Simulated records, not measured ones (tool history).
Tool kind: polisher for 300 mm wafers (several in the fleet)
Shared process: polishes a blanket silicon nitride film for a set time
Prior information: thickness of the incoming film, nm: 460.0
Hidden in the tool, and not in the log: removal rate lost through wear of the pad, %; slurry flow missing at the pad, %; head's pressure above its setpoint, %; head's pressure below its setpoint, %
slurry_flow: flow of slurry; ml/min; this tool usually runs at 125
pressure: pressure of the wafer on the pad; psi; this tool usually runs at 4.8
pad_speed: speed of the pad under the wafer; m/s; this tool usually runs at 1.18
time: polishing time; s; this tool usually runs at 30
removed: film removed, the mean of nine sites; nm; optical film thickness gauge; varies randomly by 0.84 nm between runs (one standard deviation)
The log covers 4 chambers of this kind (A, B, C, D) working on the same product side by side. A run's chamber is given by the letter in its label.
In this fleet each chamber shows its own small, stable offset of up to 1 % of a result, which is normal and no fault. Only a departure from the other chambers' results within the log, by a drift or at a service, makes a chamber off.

run,hour,slurry_flow,pressure,pad_speed,time,wafers polished on this pad,hours since the slurry nozzle was cleaned,hours since the head pressure was calibrated,removed
1A,11.2,125,4.8,1.18,30,718,827.2,544.8,97.807
# hour 17.5: chamber D: worn pad replaced by a new one
# hour 18.2: chamber C: worn pad replaced by a new one
2B,21.3,125,4.8,1.18,30,571,249.4,164.8,96.386
3D,32.4,125,4.8,1.18,30,188,142.5,860.7,97.498
4C,43.3,125,4.8,1.18,30,316,619.9,484.3,97.01
# hour 53.6: chamber A: worn pad replaced by a new one
5B,53.7,125,4.8,1.18,30,979,281.8,197.2,96.595
# hour 54.8: chamber B: worn pad replaced by a new one
6C,62.7,125,4.8,1.18,30,560,639.3,503.7,97.046
7A,75.1,125,4.8,1.18,38,271,891.1,608.7,122.62
8D,87.7,125,4.8,1.18,38,885,197.8,916,122.39
9A,94.3,125,4.8,1.18,38,513,910.3,627.9,123.56
# hour 99.3: chamber B: slurry nozzle cleaned
10D,99.9,125,4.8,1.18,38,1038,210,928.2,124.02
# hour 103.3: chamber A: slurry nozzle cleaned
11C,106.9,125,4.8,1.18,30,1117,683.5,547.9,98.979
# hour 107.7: chamber D: worn pad replaced by a new one
12B,117.1,125,4.8,1.18,30,785,17.9,260.6,98.548
# hour 123.2: chamber B: worn pad replaced by a new one
13C,123.8,125,4.8,1.18,30,1330,700.4,564.8,99.576
# hour 130.3: chamber C: worn pad replaced by a new one
14B,135.4,125,4.8,1.18,30,154,36.2,278.9,95.872
15A,140.9,125,4.8,1.18,30,1100,37.7,674.5,96.959
16D,152.6,125,4.8,1.18,30,566,262.7,980.9,96.946
17C,160.4,125,6.4,1.18,30,379,737,601.4,130.89
# hour 165.9: chamber A: worn pad replaced by a new one
# hour 168.4: chamber C: slurry nozzle cleaned
18B,172.1,125,6.4,1.18,30,616,72.9,315.6,127.13
19A,178.1,125,6.4,1.18,30,154,74.9,711.7,130.7
20D,185.1,125,6.4,1.18,30,975,295.2,1013.4,129.26
# hour 193.9: chamber D: worn pad replaced by a new one
21B,194.4,125,4.8,1.18,30,897,95.2,337.9,94.68
# hour 206.9: chamber B: worn pad replaced by a new one
22A,206.9,125,4.8,1.18,30,517,103.7,740.5,97.696
23D,215.4,125,5.7,1.18,39,271,325.5,1043.7,147.62
24C,221.1,125,5.7,1.18,39,1143,52.7,662.1,149.81
25A,232.3,125,5.7,1.18,39,837,129.1,765.9,151.42
26D,241.2,125,5.7,1.18,39,596,351.3,1069.5,147.8
# hour 246.8: chamber C: worn pad replaced by a new one
27B,253.5,125,4.8,1.18,30,587,154.3,397,91.403
28C,261.8,125,4.8,1.18,30,189,93.4,702.8,97.1
# hour 270: chamber A: worn pad replaced by a new one
29D,274,125,4.8,1.18,30,1009,384.1,1102.3,97.768
30C,282.5,160,4.8,1.18,30,450,114.1,723.5,102.78
# hour 289.7: chamber B: worn pad replaced by a new one
# hour 293.9: chamber D: worn pad replaced by a new one
31A,293.9,160,4.8,1.18,30,301,190.7,827.5,102.81
32B,302.5,160,4.8,1.18,30,162,203.3,446,95.462
33B,312.7,160,4.8,1.18,30,290,213.5,456.2,93.684
34C,322.5,85,3.1,1.18,30,954,154.1,763.5,58.428
35D,328.9,85,3.1,1.18,30,441,439,1157.2,57.3
36A,334.5,85,3.1,1.18,30,812,231.3,868.1,57.849
37A,344.2,85,3.1,1.18,30,934,241,877.8,57.307
38C,355.6,125,4.8,1.18,30,1371,187.2,796.6,98.152
# hour 357.4: chamber B: worn pad replaced by a new one
39D,363.5,125,4.8,1.18,30,877,473.6,1191.8,96.099
# hour 364.8: chamber C: worn pad replaced by a new one
40B,372.8,125,4.8,1.18,30,194,273.6,516.3,88.001
41A,378.5,125,4.8,1.18,30,1366,275.3,912.1,97.641
42C,384.3,125,4.8,1.18,30,246,215.9,825.3,96.411

Each of the 4 chambers runs these same settings next. Fill in every chamber's results:
43A,393.4,110,4.8,1.18,30,,,,?
43B,393.4,110,4.8,1.18,30,,,,?
43C,393.4,110,4.8,1.18,30,,,,?
43D,393.4,110,4.8,1.18,30,,,,?

run,removed
43A,94.02
43B,86.044
43C,93.604
43D,94.453
